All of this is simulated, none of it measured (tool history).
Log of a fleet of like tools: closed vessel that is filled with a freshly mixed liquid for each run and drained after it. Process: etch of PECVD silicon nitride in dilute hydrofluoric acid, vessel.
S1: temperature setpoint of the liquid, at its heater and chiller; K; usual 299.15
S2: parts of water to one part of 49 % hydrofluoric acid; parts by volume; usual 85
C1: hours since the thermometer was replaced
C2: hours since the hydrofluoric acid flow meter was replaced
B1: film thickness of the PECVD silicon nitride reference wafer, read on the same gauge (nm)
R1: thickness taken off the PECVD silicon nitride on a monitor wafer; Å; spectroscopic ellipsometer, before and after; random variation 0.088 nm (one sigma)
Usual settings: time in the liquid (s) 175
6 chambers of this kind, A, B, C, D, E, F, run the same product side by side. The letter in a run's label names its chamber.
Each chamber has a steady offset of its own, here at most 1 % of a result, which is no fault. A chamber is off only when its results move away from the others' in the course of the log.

{"run": "1B", "hour": 5.0, "S1": 299.15, "S2": 85, "time in the liquid (s)": 175, "C1": 1137.9, "C2": 152.1, "B1": 119.97, "R1": 132.78}
{"run": "2A", "hour": 9.8, "S1": 299.15, "S2": 85, "time in the liquid (s)": 175, "C1": 306.9, "C2": 1356.6, "B1": 119.97, "R1": 135.26}
{"hour": 14.0, "done": "chamber B: thermometer replaced"}
{"run": "3C", "hour": 14.8, "S1": 299.15, "S2": 85, "time in the liquid (s)": 175, "C1": 394.3, "C2": 1121.6, "B1": 119.98, "R1": 132.44}
{"run": "4F", "hour": 17.9, "S1": 299.15, "S2": 85, "time in the liquid (s)": 175, "C1": 204.5, "C2": 94.1, "B1": 119.98, "R1": 132.45}
{"run": "5D", "hour": 23.1, "S1": 299.15, "S2": 85, "time in the liquid (s)": 175, "C1": 215.7, "C2": 857.5, "B1": 120.0, "R1": 133.71}
{"run": "6E", "hour": 27.5, "S1": 299.15, "S2": 85, "time in the liquid (s)": 175, "C1": 181.3, "C2": 290.0, "B1": 119.98, "R1": 135.29}
{"run": "7C", "hour": 32.0, "S1": 299.15, "S2": 85, "time in the liquid (s)": 175, "C1": 411.5, "C2": 1138.8, "B1": 120.03, "R1": 133.35}
{"run": "8F", "hour": 36.9, "S1": 299.15, "S2": 85, "time in the liquid (s)": 175, "C1": 223.5, "C2": 113.1, "B1": 120.0, "R1": 132.84}
{"run": "9A", "hour": 41.7, "S1": 299.15, "S2": 85, "time in the liquid (s)": 175, "C1": 338.8, "C2": 1388.5, "B1": 119.99, "R1": 134.98}
{"run": "10B", "hour": 46.1, "S1": 299.15, "S2": 85, "time in the liquid (s)": 175, "C1": 32.1, "C2": 193.2, "B1": 120.04, "R1": 134.61}
{"run": "11E", "hour": 50.9, "S1": 299.15, "S2": 85, "time in the liquid (s)": 175, "C1": 204.7, "C2": 313.4, "B1": 120.0, "R1": 133.6}
{"run": "12D", "hour": 54.7, "S1": 299.15, "S2": 85, "time in the liquid (s)": 275, "C1": 247.3, "C2": 889.1, "B1": 119.98, "R1": 209.11}
{"run": "13E", "hour": 59.7, "S1": 299.15, "S2": 85, "time in the liquid (s)": 275, "C1": 213.5, "C2": 322.2, "B1": 120.01, "R1": 213.15}
{"run": "14B", "hour": 64.2, "S1": 299.15, "S2": 85, "time in the liquid (s)": 275, "C1": 50.2, "C2": 211.3, "B1": 120.0, "R1": 210.37}
{"run": "15D", "hour": 68.0, "S1": 299.15, "S2": 85, "time in the liquid (s)": 275, "C1": 260.6, "C2": 902.4, "B1": 120.0, "R1": 211.84}
{"run": "16F", "hour": 72.0, "S1": 299.15, "S2": 85, "time in the liquid (s)": 275, "C1": 258.6, "C2": 148.2, "B1": 120.02, "R1": 208.08}
{"run": "17A", "hour": 74.6, "S1": 299.15, "S2": 85, "time in the liquid (s)": 275, "C1": 371.7, "C2": 1421.4, "B1": 119.99, "R1": 209.8}
{"run": "18C", "hour": 78.9, "S1": 299.15, "S2": 85, "time in the liquid (s)": 175, "C1": 458.4, "C2": 1185.7, "B1": 120.0, "R1": 133.44}
{"run": "19B", "hour": 83.9, "S1": 299.15, "S2": 85, "time in the liquid (s)": 175, "C1": 69.9, "C2": 231.0, "B1": 120.0, "R1": 133.51}
{"run": "20C", "hour": 86.7, "S1": 304.15, "S2": 85, "time in the liquid (s)": 175, "C1": 466.2, "C2": 1193.5, "B1": 120.0, "R1": 183.89}
{"run": "21F", "hour": 91.3, "S1": 304.15, "S2": 85, "time in the liquid (s)": 175, "C1": 277.9, "C2": 167.5, "B1": 120.0, "R1": 182.18}
{"run": "22E", "hour": 95.5, "S1": 304.15, "S2": 85, "time in the liquid (s)": 175, "C1": 249.3, "C2": 358.0, "B1": 119.98, "R1": 185.44}
{"run": "23D", "hour": 98.5, "S1": 304.15, "S2": 85, "time in the liquid (s)": 175, "C1": 291.1, "C2": 932.9, "B1": 120.01, "R1": 188.94}
{"run": "24A", "hour": 103.1, "S1": 304.15, "S2": 85, "time in the liquid (s)": 175, "C1": 400.2, "C2": 1449.9, "B1": 120.01, "R1": 184.89}
{"run": "25E", "hour": 108.1, "S1": 304.15, "S2": 85, "time in the liquid (s)": 175, "C1": 261.9, "C2": 370.6, "B1": 120.01, "R1": 185.35}
{"run": "26D", "hour": 111.5, "S1": 299.15, "S2": 85, "time in the liquid (s)": 175, "C1": 304.1, "C2": 945.9, "B1": 120.0, "R1": 140.08}
{"run": "27C", "hour": 115.8, "S1": 294.65, "S2": 85, "time in the liquid (s)": 175, "C1": 495.3, "C2": 1222.6, "B1": 119.99, "R1": 97.41}
{"run": "28B", "hour": 118.2, "S1": 294.65, "S2": 85, "time in the liquid (s)": 175, "C1": 104.2, "C2": 265.3, "B1": 119.98, "R1": 100.08}
{"run": "29F", "hour": 122.5, "S1": 294.65, "S2": 85, "time in the liquid (s)": 175, "C1": 309.1, "C2": 198.7, "B1": 120.02, "R1": 99.326}
{"run": "30A", "hour": 126.0, "S1": 294.65, "S2": 85, "time in the liquid (s)": 175, "C1": 423.1, "C2": 1472.8, "B1": 119.98, "R1": 98.959}
{"run": "31F", "hour": 128.6, "S1": 294.65, "S2": 85, "time in the liquid (s)": 175, "C1": 315.2, "C2": 204.8, "B1": 120.03, "R1": 97.995}
{"run": "32E", "hour": 132.8, "S1": 294.65, "S2": 85, "time in the liquid (s)": 175, "C1": 286.6, "C2": 395.3, "B1": 120.01, "R1": 99.249}
{"run": "33A", "hour": 136.8, "S1": 299.15, "S2": 85, "time in the liquid (s)": 125, "C1": 433.9, "C2": 1483.6, "B1": 120.0, "R1": 94.99}
{"run": "34B", "hour": 141.2, "S1": 299.15, "S2": 85, "time in the liquid (s)": 125, "C1": 127.2, "C2": 288.3, "B1": 119.97, "R1": 94.76}
{"run": "35D", "hour": 145.3, "S1": 299.15, "S2": 85, "time in the liquid (s)": 125, "C1": 337.9, "C2": 979.7, "B1": 120.01, "R1": 102.99}
{"run": "36C", "hour": 149.4, "S1": 299.15, "S2": 85, "time in the liquid (s)": 125, "C1": 528.9, "C2": 1256.2, "B1": 120.0, "R1": 94.467}
{"run": "37C", "hour": 152.2, "S1": 299.15, "S2": 85, "time in the liquid (s)": 125, "C1": 531.7, "C2": 1259.0, "B1": 120.0, "R1": 95.028}
{"run": "38B", "hour": 155.2, "S1": 299.15, "S2": 85, "time in the liquid (s)": 125, "C1": 141.2, "C2": 302.3, "B1": 119.99, "R1": 95.526}

All 6 chambers run these settings next. Forecast each chamber's results:
{"run": "39A", "hour": 159.2, "S1": 299.15, "S2": 85, "time in the liquid (s)": 175, "R1": "?"}
{"run": "39B", "hour": 159.2, "S1": 299.15, "S2": 85, "time in the liquid (s)": 175, "R1": "?"}
{"run": "39C", "hour": 159.2, "S1": 299.15, "S2": 85, "time in the liquid (s)": 175, "R1": "?"}
{"run": "39D", "hour": 159.2, "S1": 299.15, "S2": 85, "time in the liquid (s)": 175, "R1": "?"}
{"run": "39E", "hour": 159.2, "S1": 299.15, "S2": 85, "time in the liquid (s)": 175, "R1": "?"}
{"run": "39F", "hour": 159.2, "S1": 299.15, "S2": 85, "time in the liquid (s)": 175, "R1": "?"}

run=39A R1=133.850
run=39B R1=134.660
run=39C R1=132.480
run=39D R1=146.290
run=39E R1=134.740
run=39F R1=133.990
